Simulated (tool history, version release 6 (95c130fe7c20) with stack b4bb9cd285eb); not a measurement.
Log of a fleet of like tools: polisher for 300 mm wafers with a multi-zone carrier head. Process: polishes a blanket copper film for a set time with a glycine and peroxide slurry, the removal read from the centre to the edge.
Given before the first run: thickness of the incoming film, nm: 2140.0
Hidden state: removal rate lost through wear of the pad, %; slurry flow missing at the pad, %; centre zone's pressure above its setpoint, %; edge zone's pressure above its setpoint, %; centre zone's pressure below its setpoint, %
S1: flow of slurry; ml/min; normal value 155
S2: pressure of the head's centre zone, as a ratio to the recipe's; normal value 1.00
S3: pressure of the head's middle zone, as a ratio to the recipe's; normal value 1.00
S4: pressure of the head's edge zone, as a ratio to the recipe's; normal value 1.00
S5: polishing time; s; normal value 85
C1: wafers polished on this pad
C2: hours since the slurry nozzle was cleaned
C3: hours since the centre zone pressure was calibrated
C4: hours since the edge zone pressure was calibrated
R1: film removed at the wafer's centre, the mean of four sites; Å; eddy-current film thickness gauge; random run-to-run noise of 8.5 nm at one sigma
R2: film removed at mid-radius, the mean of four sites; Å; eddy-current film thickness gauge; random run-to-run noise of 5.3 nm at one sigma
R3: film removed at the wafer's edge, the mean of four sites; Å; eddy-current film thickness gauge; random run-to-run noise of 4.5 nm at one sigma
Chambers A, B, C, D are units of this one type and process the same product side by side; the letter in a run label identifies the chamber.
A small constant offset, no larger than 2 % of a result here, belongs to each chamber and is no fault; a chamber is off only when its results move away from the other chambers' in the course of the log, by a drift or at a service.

run   hour   S1    S2    S3    S4  S5    C1     C2      C3     C4      R1      R2      R3
 1D    6.7  155  1.00  1.00  1.00  85   442  235.9    25.4  602.7  5728.0  5800.1  5738.5
 2B   13.9  155  1.00  1.00  1.00  85   738  388.8   488.2  730.2  5664.4  5688.1  5719.1
      16.7  -- chamber C: edge zone pressure recalibrated
 3C   20.0  155  1.00  1.00  1.00  85   642  251.3  1263.9    3.4  5730.5  5812.7  5687.1
 4A   23.8  155  1.00  1.00  1.00  85   422  284.6   502.0   73.3  5801.6  5790.2  5659.6
 5D   30.4  155  1.00  1.00  1.00  85   668  259.6    49.1  626.4  5819.7  5830.1  5869.6
 6C   38.5  155  1.00  1.00  1.00  85   819  269.8  1282.4   21.9  5690.8  5732.0  5646.2
 7B   43.3  155  1.00  1.00  1.00  85  1019  418.2   517.6  759.6  5837.9  5687.8  5760.1
      48.5  -- chamber D: worn pad replaced by a new one
 8A   48.5  155  1.00  1.00  1.00  85   658  309.3   526.7   98.0  5718.8  5727.9  5858.8
      51.3  -- chamber C: worn pad replaced by a new one
      53.3  -- chamber C: centre zone pressure recalibrated
 9D   56.0  155  0.89  0.89  1.00  85    72  285.2    74.7  652.0  5122.2  5165.4  5778.8
10B   62.2  155  0.89  0.89  1.00  85  1200  437.1   536.5  778.5  5057.4  5102.1  5750.7
      66.4  -- chamber B: worn pad replaced by a new one
11A   67.9  155  0.89  0.89  1.00  85   843  328.7   546.1  117.4  5021.5  5149.0  5689.8
12C   76.5  155  0.89  0.89  1.00  85   241  307.8    23.3   59.9  5043.5  5174.9  5708.7
      84.1  -- chamber B: slurry nozzle cleaned
13D   85.1  110  1.00  1.00  1.00  85   350  314.3   103.8  681.1  5400.1  5323.9  5511.2
      89.2  -- chamber A: worn pad replaced by a new one
14C   92.7  110  1.00  1.00  1.00  85   396  324.0    39.5   76.1  5286.0  5384.8  5374.6
15B  100.3  110  1.00  1.00  1.00  85   324   16.3   574.6  816.6  5359.6  5282.2  5528.1
16A  104.7  110  1.00  1.00  1.00  85   148  365.5   582.9  154.2  5216.8  5301.0  5472.1
17D  109.8  155  1.00  1.08  1.00  85   586  339.0   128.5  705.8  5802.6  6179.0  5802.9
18C  114.4  155  1.00  1.08  1.00  85   603  345.7    61.2   97.8  5735.0  6237.4  5740.8
19B  121.1  155  1.00  1.08  1.00  85   523   37.1   595.4  837.4  5639.9  6150.4  5682.8
20A  128.5  155  1.00  1.08  1.00  85   375  389.3   606.7  178.0  5813.3  6244.8  5708.4
     132.1  -- chamber D: worn pad replaced by a new one
21A  133.9  155  1.00  1.00  1.00  85   427  394.7   612.1  183.4  5773.4  5711.1  5710.8
22B  138.1  155  1.00  1.00  1.00  85   685   54.1   612.4  854.4  5631.1  5712.2  5687.0
23D  144.6  155  1.00  1.00  1.00  85   119  373.8   163.3  740.6  5948.0  5699.8  5787.4
24C  151.4  155  1.00  1.00  1.00  85   957  382.7    98.2  134.8  5935.7  5846.4  5684.1
     152.7  -- chamber C: worn pad replaced by a new one
25C  156.6  155  1.00  1.00  1.00  85    37  387.9   103.4  140.0  5855.6  5699.4  5708.5
26A  163.3  115  1.00  1.00  1.11  85   708  424.1   641.5  212.8  5432.8  5375.7  5737.7
27D  169.4  115  1.00  1.00  1.11  85   356  398.6   188.1  765.4  5375.7  5426.8  5999.1
28B  173.6  115  1.00  1.00  1.11  85  1024   89.6   647.9  889.9  5376.3  5331.7  5808.7
29C  178.3  115  1.00  1.00  1.11  85   244  409.6   125.1  161.7  5323.1  5458.9  5783.0
30A  184.2  155  1.00  0.95  1.00  85   908  445.0   662.4  233.7  5731.3  5418.2  5630.3
     187.7  -- chamber B: worn pad replaced by a new one
     191.9  -- chamber B: edge zone pressure recalibrated
     192.0  -- chamber A: worn pad replaced by a new one
31B  192.3  155  1.00  0.95  1.00  85    44  108.3   666.6    0.5  5705.1  5517.9  5738.0
32D  201.0  155  1.00  0.95  1.00  85   658  430.2   219.7  797.0  5753.2  5432.9  5812.8
33D  208.2  155  1.00  0.95  1.00  85   727  437.4   226.9  804.2  5731.9  5516.3  5776.4
34A  213.8  155  1.00  1.00  1.00  85   209  474.6   692.0  263.3  5770.9  5739.4  5664.7

Does one chamber stand apart from the rest, does the shared gauge drift, or is all well apart from small per-chamber offsets? Give the chamber and the most likely cause, where there is one.

Nothing is wrong: each chamber keeps only its own small, steady offset and the gauge holds still.

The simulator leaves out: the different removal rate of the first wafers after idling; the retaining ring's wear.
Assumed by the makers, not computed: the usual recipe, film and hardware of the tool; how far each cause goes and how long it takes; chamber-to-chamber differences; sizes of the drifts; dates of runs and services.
